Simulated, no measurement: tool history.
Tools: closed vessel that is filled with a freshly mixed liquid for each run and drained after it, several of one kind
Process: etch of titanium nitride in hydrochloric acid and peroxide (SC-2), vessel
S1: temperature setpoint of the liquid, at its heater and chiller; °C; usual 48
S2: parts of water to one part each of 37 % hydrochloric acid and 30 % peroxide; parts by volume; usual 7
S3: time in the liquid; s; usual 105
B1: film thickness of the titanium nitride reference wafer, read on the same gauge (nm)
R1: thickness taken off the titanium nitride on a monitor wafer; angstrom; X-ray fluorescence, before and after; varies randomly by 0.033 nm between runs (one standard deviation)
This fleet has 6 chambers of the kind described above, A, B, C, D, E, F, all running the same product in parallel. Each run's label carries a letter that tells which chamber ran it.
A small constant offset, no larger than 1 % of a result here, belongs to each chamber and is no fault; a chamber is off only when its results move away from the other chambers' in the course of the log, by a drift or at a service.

run   hour    S1   S2   S3      B1      R1
 1B    4.7    48    7  105  120.02  41.402
 2E    9.3    48    7  105  120.01  41.491
 3A   14.6    48    7  105  120.02  41.633
 4D   19.7    48    7  105  119.98  41.795
 5F   27.9    48    7  105     120  41.484
 6C   36.4    48    7  105     120  42.441
        38  -- chamber A: new drum of peroxide connected
 7C   44.9    48    7  105  120.02  41.794
 8A   53.2  51.5    4  105  120.02    77.7
 9F   60.1  51.5    4  105  120.02  78.146
10E   67.2  51.5    4  105  120.01  78.429
11B   73.3  51.5    4  105     120  79.208
12D   78.7  51.5    4  105  119.98  79.503
      82.2  -- chamber E: thermometer replaced
13C   84.6  51.5    4  105  120.01  79.523
      88.6  -- chamber B: new drum of peroxide connected
14B   90.6    48    7  105     120  41.595
15F   98.6    48    7  105  120.01   41.17
16E  104.6    48    7  105  119.99  41.582
17D    113    48    7  105  119.99  42.094
18A  117.7    48    7  105  120.03  41.359
19B  126.1    48    7  105     120  41.628
20A  133.5    48    7  105  120.05  41.453
21F  140.5    48    7  105     120  41.685
22C  145.7  43.5  8.5  105  120.02  26.373
23D  149.6  43.5  8.5  105  120.02  26.445
24E  153.9  43.5  8.5  105  120.01  26.068
25B  160.3  43.5  8.5  105  120.02  25.653
26A    165  43.5  8.5  105     120   26.28
27E  169.6  43.5  8.5  105  119.99      26
28D    176  56.5    7  105  119.98  74.532
29C  182.7  56.5    7  105     120  72.263
30F  189.4  56.5    7  105  119.97  71.716
31E  194.5  56.5    7  105  120.02  73.449
32D  200.8  56.5    7  105  120.01  74.081
33A  206.9  56.5    7  105     120  71.223
34F  210.8    48    7  105     120  41.754
35C  216.2    48    7  105     120  41.874
36B  223.4    48    7  105     120  39.548
37F  228.1    48    7  105     120  40.847
38E  233.4    48    9  105  120.01  33.646
39B    240    48    9  105  119.99  31.704
40D  246.6    48    9  105  120.01  33.962
41A  251.3    48    9  105  119.98  33.225
42C  259.5    48    9  105     120  34.027

The same settings go to every chamber for the next run, one line per chamber below. Forecast the results for each:
43A  265.7  48   7  60       ?
43B  265.7  48   7  60       ?
43C  265.7  48   7  60       ?
43D  265.7  48   7  60       ?
43E  265.7  48   7  60       ?
43F  265.7  48   7  60       ?

run      R1
43A  23.416
43B  21.729
43C  24.215
43D  23.803
43E   23.91
43F  23.943
